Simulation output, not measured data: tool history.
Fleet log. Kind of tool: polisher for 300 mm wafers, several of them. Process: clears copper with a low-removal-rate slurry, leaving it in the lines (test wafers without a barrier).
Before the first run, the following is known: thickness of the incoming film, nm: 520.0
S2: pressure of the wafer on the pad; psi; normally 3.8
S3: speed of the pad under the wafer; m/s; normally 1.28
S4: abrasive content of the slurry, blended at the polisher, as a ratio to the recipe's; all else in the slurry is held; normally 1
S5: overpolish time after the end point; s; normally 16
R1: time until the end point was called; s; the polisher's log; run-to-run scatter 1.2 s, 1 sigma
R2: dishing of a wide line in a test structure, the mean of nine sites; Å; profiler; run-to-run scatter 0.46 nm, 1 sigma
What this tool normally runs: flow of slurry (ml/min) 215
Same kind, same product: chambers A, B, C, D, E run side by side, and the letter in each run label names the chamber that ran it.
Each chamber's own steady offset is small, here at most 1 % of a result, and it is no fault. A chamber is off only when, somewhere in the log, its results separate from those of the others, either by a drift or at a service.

Run 1C, day 0.188: usual settings. Result: R1 124.1 s, R2 431.36 Å.
Run 2E, day 0.433: usual settings. Result: R1 123.12 s, R2 435.31 Å.
At day 0.5: chamber B: worn pad replaced by a new one.
At day 0.596: chamber D: slurry blender recalibrated.
Run 3B, day 0.629: usual settings. Result: R1 123.85 s, R2 438.26 Å.
Run 4D, day 0.804: usual settings. Result: R1 122.59 s, R2 438.66 Å.
At day 0.908: chamber A: worn pad replaced by a new one.
Run 5A, day 0.975: usual settings. Result: R1 124.12 s, R2 437.2 Å.
Run 6C, day 1.112: usual settings. Result: R1 124.24 s, R2 437.12 Å.
At day 1.375: chamber C: head pressure recalibrated.
Run 7B, day 1.383: usual settings. Result: R1 122.82 s, R2 429.57 Å.
Run 8A, day 1.512: usual settings but S5 12 s. Result: R1 124.62 s, R2 347.93 Å.
Run 9E, day 1.679: usual settings but S5 12 s. Result: R1 122.43 s, R2 341.92 Å.
Run 10D, day 1.917: usual settings but S5 12 s. Result: R1 123.78 s, R2 346 Å.
At day 2.154: chamber E: head pressure recalibrated.
Run 11B, day 2.183: usual settings but S5 12 s. Result: R1 125.08 s, R2 332.71 Å.
Run 12E, day 2.425: usual settings but S5 12 s. Result: R1 136.54 s, R2 321.76 Å.
Run 13C, day 2.671: usual settings. Result: R1 121.85 s, R2 436.7 Å.
Run 14A, day 2.933: usual settings. Result: R1 123.55 s, R2 443.13 Å.
Run 15D, day 3.088: usual settings. Result: R1 122.63 s, R2 433.5 Å.
Run 16C, day 3.283: usual settings. Result: R1 121.71 s, R2 442.04 Å.
Run 17D, day 3.504: usual settings. Result: R1 121.71 s, R2 442.87 Å.
Run 18E, day 3.629: usual settings. Result: R1 136.17 s, R2 393.84 Å.
Run 19B, day 3.821: usual settings. Result: R1 124.58 s, R2 429.2 Å.
Run 20A, day 4.025: usual settings. Result: R1 123.9 s, R2 441.78 Å.
At day 4.258: chamber B: worn pad replaced by a new one.
Run 21A, day 4.271: usual settings. Result: R1 124.37 s, R2 441.2 Å.
At day 4.325: chamber A: slurry blender recalibrated.
Run 22B, day 4.408: usual settings but S4 0.8, S5 26 s. Result: R1 128.67 s, R2 602.03 Å.
Run 23D, day 4.579: usual settings but S4 0.8, S5 26 s. Result: R1 132.53 s, R2 615.21 Å.
Run 24E, day 4.721: usual settings but S4 0.8, S5 26 s. Result: R1 142.47 s, R2 569.44 Å.
At day 4.779: chamber B: head pressure recalibrated.
At day 4.788: chamber E: worn pad replaced by a new one.
Run 25C, day 4.862: usual settings but S4 0.8, S5 26 s. Result: R1 128.95 s, R2 603.02 Å.
Run 26E, day 5.012: usual settings but S4 0.8, S5 26 s. Result: R1 141.84 s, R2 573.92 Å.
At day 5.025: chamber C: worn pad replaced by a new one.
Run 27C, day 5.167: usual settings. Result: R1 121.52 s, R2 436.53 Å.
At day 5.229: chamber B: slurry blender recalibrated.
Run 28A, day 5.412: usual settings. Result: R1 122.81 s, R2 445.87 Å.
Run 29B, day 5.625: usual settings. Result: R1 122.12 s, R2 432.99 Å.
At day 5.638: chamber A: worn pad replaced by a new one.
Run 30D, day 5.8: usual settings but S2 3 psi, S5 22 s. Result: R1 156.13 s, R2 457.64 Å.
Run 31B, day 5.979: usual settings but S2 3 psi, S5 22 s. Result: R1 159.5 s, R2 464.46 Å.
Run 32A, day 6.125: usual settings but S2 3 psi, S5 22 s. Result: R1 155.39 s, R2 468.17 Å.
Run 33E, day 6.35: usual settings but S2 3 psi, S5 22 s. Result: R1 171.56 s, R2 425.35 Å.
Run 34D, day 6.496: usual settings but S2 3 psi, S5 22 s. Result: R1 155.69 s, R2 457.69 Å.

All chambers now run identical settings, listed one chamber a line with results as question marks. What results will each chamber show?
Run 35A, day 6.692: usual settings but S3 0.88 m/s. Result: R1 ?, R2 ?.
Run 35B, day 6.692: usual settings but S3 0.88 m/s. Result: R1 ?, R2 ?.
Run 35C, day 6.692: usual settings but S3 0.88 m/s. Result: R1 ?, R2 ?.
Run 35D, day 6.692: usual settings but S3 0.88 m/s. Result: R1 ?, R2 ?.
Run 35E, day 6.692: usual settings but S3 0.88 m/s. Result: R1 ?, R2 ?.

run      R1      R2
35A  184.23  314.76
35B   181.8  320.31
35C  180.33  313.99
35D  183.11  318.99
35E  197.58  293.95
